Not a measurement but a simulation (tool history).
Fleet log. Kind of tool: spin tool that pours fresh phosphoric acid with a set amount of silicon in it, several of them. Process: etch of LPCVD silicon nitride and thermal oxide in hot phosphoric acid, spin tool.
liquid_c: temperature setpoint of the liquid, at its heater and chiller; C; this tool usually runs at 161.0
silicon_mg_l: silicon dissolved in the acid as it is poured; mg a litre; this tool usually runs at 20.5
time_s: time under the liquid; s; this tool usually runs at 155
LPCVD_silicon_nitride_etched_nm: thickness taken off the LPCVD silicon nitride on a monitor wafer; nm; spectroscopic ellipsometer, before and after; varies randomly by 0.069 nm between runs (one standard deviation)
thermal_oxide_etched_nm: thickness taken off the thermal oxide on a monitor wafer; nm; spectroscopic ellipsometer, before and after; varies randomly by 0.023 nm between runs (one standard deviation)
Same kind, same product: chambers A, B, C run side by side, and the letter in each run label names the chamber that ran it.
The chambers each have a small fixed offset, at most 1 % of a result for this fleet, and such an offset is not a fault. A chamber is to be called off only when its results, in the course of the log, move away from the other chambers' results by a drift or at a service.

run	hour	liquid_c	silicon_mg_l	time_s	hours since the thermometer was replaced	hours since the dissolved silicon flow meter was replaced	hours since the heated supply line was repaired	read-back film thickness of the LPCVD silicon nitride reference wafer, read on the same gauge (nm)	read-back film thickness of the thermal oxide reference wafer, read on the same gauge (nm)	LPCVD_silicon_nitride_etched_nm	thermal_oxide_etched_nm
1A	7.2	161.0	20.5	155	721.6	684.6	1165.2	110.00	30.009	14.351	0.25225
2C	15.4	161.0	20.5	155	1833.7	228.3	1065.7	110.02	30.015	14.356	0.28595
3B	27.1	161.0	20.5	155	139.9	39.8	705.1	109.99	29.997	14.266	0.26992
4B	36.5	161.0	20.5	155	149.3	49.2	714.5	110.01	30.026	14.118	0.22806
5C	42.8	161.0	20.5	155	1861.1	255.7	1093.1	109.99	30.023	14.459	0.26416
# hour 45.4: chamber A: dissolved silicon flow meter replaced
6A	48.0	161.0	20.5	155	762.4	2.6	1206.0	110.01	30.014	14.360	0.25118
7A	59.0	161.0	20.5	155	773.4	13.6	1217.0	109.99	29.977	14.488	0.25086
8C	67.0	161.0	20.5	155	1885.3	279.9	1117.3	109.99	30.025	14.495	0.30177
9B	74.1	161.0	30.0	155	186.9	86.8	752.1	110.01	29.982	14.157	0.19538
10B	84.4	161.0	30.0	155	197.2	97.1	762.4	110.00	29.979	14.271	0.17105
11A	94.5	161.0	30.0	155	808.9	49.1	1252.5	109.99	29.995	14.334	0.19657
12C	99.7	161.0	20.5	155	1918.0	312.6	1150.0	109.98	29.990	14.446	0.24570
13B	111.0	161.0	20.5	155	223.8	123.7	789.0	109.99	30.016	14.178	0.26423
14C	116.4	161.0	8.0	110	1934.7	329.3	1166.7	110.01	30.000	10.244	0.28258
15A	124.8	161.0	8.0	110	839.2	79.4	1282.8	109.99	29.981	10.221	0.22572
16B	136.6	161.0	8.0	110	249.4	149.3	814.6	110.00	30.005	10.081	0.23925
17C	146.9	161.0	20.5	155	1965.2	359.8	1197.2	110.01	30.008	14.451	0.26393
18A	155.1	158.5	29.0	155	869.5	109.7	1313.1	110.00	29.981	13.158	0.19287
19B	162.2	158.5	29.0	155	275.0	174.9	840.2	110.00	30.003	13.169	0.17339
20A	171.0	158.5	29.0	155	885.4	125.6	1329.0	109.99	29.987	13.174	0.15549
21C	179.1	161.0	20.5	155	1997.4	392.0	1229.4	109.99	30.012	14.423	0.31809
22A	185.2	161.0	20.5	155	899.6	139.8	1343.2	110.01	30.015	14.327	0.27767
23C	196.6	161.0	20.5	155	2014.9	409.5	1246.9	110.01	29.998	14.429	0.27608
24B	203.5	161.0	20.5	155	316.3	216.2	881.5	110.02	30.013	14.330	0.23885
25B	215.2	161.0	20.5	155	328.0	227.9	893.2	110.00	30.016	14.198	0.24367
26A	226.9	161.0	20.5	155	941.3	181.5	1384.9	110.00	30.035	14.220	0.28433
27C	237.9	161.0	20.5	155	2056.2	450.8	1288.2	110.02	30.004	14.434	0.28379
28C	245.3	161.0	11.0	155	2063.6	458.2	1295.6	110.03	30.032	14.505	0.33050
29A	256.8	161.0	11.0	155	971.2	211.4	1414.8	109.99	30.015	14.266	0.34958
30B	265.9	161.0	11.0	155	378.7	278.6	943.9	110.00	30.009	14.206	0.32750
# hour 267.2: chamber A: thermometer replaced
31A	272.2	161.0	20.5	155	5.1	226.8	1430.2	110.00	30.004	14.370	0.27872
32C	279.7	161.0	20.5	155	2098.0	492.6	1330.0	110.00	30.009	14.489	0.32887
33B	288.6	161.0	20.5	155	401.4	301.3	966.6	110.00	29.991	14.165	0.25986
34C	298.2	161.0	20.5	155	2116.5	511.1	1348.5	109.99	29.974	14.448	0.24610
35A	307.8	161.0	20.5	155	40.7	262.4	1465.8	110.02	30.001	14.254	0.31699
36B	315.5	161.0	20.5	155	428.3	328.2	993.5	110.00	29.969	14.170	0.23897
37C	322.4	161.0	20.5	155	2140.7	535.3	1372.7	109.99	29.957	14.417	0.29298

Next, every chamber runs the same settings. What will each give?
38A	330.8	159.0	20.5	155						?	?
38B	330.8	159.0	20.5	155						?	?
38C	330.8	159.0	20.5	155						?	?

run	LPCVD_silicon_nitride_etched_nm	thermal_oxide_etched_nm
38A	13.471	0.23161
38B	13.304	0.18358
38C	13.423	0.20012
